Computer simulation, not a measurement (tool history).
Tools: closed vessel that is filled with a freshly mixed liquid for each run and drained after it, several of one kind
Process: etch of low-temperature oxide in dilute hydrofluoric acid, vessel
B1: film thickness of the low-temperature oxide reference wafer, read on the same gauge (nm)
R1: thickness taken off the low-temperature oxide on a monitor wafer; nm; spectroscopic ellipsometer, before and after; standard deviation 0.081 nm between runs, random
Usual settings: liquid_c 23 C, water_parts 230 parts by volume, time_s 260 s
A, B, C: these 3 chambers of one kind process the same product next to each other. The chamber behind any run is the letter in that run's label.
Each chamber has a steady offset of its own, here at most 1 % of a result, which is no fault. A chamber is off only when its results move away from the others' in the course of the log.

Run 1C, hour 10.6: usual settings; B1 129.99. Result: R1 10.148 nm.
Run 2B, hour 26: usual settings; B1 129.97. Result: R1 9.8688 nm.
At hour 36: chamber C: thermometer replaced.
Run 3A, hour 40.6: usual settings; B1 130.02. Result: R1 10.035 nm.
Run 4C, hour 48.5: usual settings; B1 129.96. Result: R1 10.11 nm.
Run 5A, hour 63: usual settings but time_s 345 s; B1 129.95. Result: R1 13.37 nm.
Run 6B, hour 74.5: usual settings but time_s 345 s; B1 130. Result: R1 13.153 nm.
Run 7A, hour 83.7: usual settings but time_s 345 s; B1 129.98. Result: R1 13.449 nm.
Run 8C, hour 97.2: usual settings; B1 129.94. Result: R1 9.9551 nm.
At hour 100.6: chamber A: thermometer replaced.
Run 9B, hour 105.5: usual settings; B1 130. Result: R1 9.9401 nm.
Run 10C, hour 118.6: usual settings; B1 130.03. Result: R1 9.9298 nm.
Run 11B, hour 125.9: usual settings; B1 129.94. Result: R1 9.9053 nm.
Run 12A, hour 139.6: usual settings; B1 130.01. Result: R1 10.359 nm.
Run 13A, hour 153.7: usual settings; B1 129.98. Result: R1 10.196 nm.
Run 14B, hour 166.2: usual settings; B1 129.98. Result: R1 9.9929 nm.
Run 15C, hour 174.5: usual settings but water_parts 130 parts by volume, time_s 340 s; B1 129.97. Result: R1 26.497 nm.
Run 16B, hour 182.9: usual settings but water_parts 130 parts by volume, time_s 340 s; B1 129.98. Result: R1 25.461 nm.
Run 17A, hour 190.6: usual settings but water_parts 130 parts by volume, time_s 340 s; B1 130.02. Result: R1 26.429 nm.
Run 18C, hour 204.2: usual settings; B1 129.93. Result: R1 10.175 nm.
Run 19A, hour 212.9: usual settings; B1 130.05. Result: R1 10.378 nm.
Run 20C, hour 222.4: usual settings; B1 130.02. Result: R1 10.132 nm.
Run 21B, hour 229.9: usual settings but water_parts 315 parts by volume, time_s 130 s; B1 130.01. Result: R1 3.3913 nm.
Run 22C, hour 238.1: usual settings but water_parts 315 parts by volume, time_s 130 s; B1 130.01. Result: R1 3.3735 nm.
Run 23B, hour 251.3: usual settings but water_parts 315 parts by volume, time_s 130 s; B1 129.98. Result: R1 3.3822 nm.
Run 24A, hour 262.2: usual settings; B1 130.06. Result: R1 10.505 nm.
Run 25B, hour 269.8: usual settings; B1 129.95. Result: R1 9.8094 nm.
Run 26C, hour 278.8: usual settings; B1 129.98. Result: R1 10.161 nm.
Run 27A, hour 291.8: usual settings; B1 129.98. Result: R1 10.455 nm.
At hour 292.7: chamber B: hydrofluoric acid flow meter replaced.
Run 28B, hour 306.3: usual settings; B1 130.01. Result: R1 9.8727 nm.
Run 29C, hour 318.7: usual settings; B1 129.98. Result: R1 10.098 nm.
Run 30A, hour 334.4: usual settings but time_s 315 s; B1 129.99. Result: R1 12.747 nm.
Run 31C, hour 343.4: usual settings but time_s 315 s; B1 130.03. Result: R1 12.142 nm.
Run 32A, hour 359: usual settings but time_s 315 s; B1 129.99. Result: R1 13.039 nm.
Run 33B, hour 375: usual settings; B1 130.01. Result: R1 9.7174 nm.
Run 34B, hour 390.1: usual settings but liquid_c 26 C, water_parts 140 parts by volume; B1 129.98. Result: R1 19.801 nm.
Run 35C, hour 402.4: usual settings but liquid_c 26 C, water_parts 140 parts by volume; B1 130.05. Result: R1 20.602 nm.
Run 36A, hour 417.4: usual settings but liquid_c 26 C, water_parts 140 parts by volume; B1 130. Result: R1 21.807 nm.
Run 37B, hour 424.6: usual settings; B1 129.97. Result: R1 9.7826 nm.
Run 38C, hour 434.6: usual settings; B1 130.02. Result: R1 10.138 nm.
Run 39A, hour 450.1: usual settings but time_s 340 s; B1 130. Result: R1 14.135 nm.
Run 40C, hour 461.7: usual settings but time_s 340 s; B1 130.01. Result: R1 12.919 nm.

Is one chamber off against the others, does the gauge drift, or is nothing wrong? If a chamber is off, say which, and what the likeliest cause is.

Chamber A drifts away from the others.
Most likely cause: hydrofluoric acid flow above the setpoint (%) = 7.53.

Here are 4 candidates for chamber A's next run, each the usual settings with a change, their results left as question marks. Which one brings its results back in line with what the others give on the usual settings?
In-line tolerance around the mean of the other chambers on the usual settings: R1 0.28 nm
Run 41A-1, hour 473.4: usual settings but water_parts 235 parts by volume, time_s 255 s. Result: R1 ?.
Run 41A-2, hour 473.4: usual settings but water_parts 225 parts by volume, time_s 265 s. Result: R1 ?.
Run 41A-3, hour 473.4: usual settings but time_s 285 s. Result: R1 ?.
Run 41A-4, hour 473.4: usual settings but water_parts 240 parts by volume, time_s 250 s. Result: R1 ?.

The other chambers' mean on the usual settings: R1 9.9897 nm
  run      R1
41A-1  10.498
41A-2  11.507
41A-3  12.047
41A-4  10.028
41A-4 puts the chamber back in line with the other chambers.

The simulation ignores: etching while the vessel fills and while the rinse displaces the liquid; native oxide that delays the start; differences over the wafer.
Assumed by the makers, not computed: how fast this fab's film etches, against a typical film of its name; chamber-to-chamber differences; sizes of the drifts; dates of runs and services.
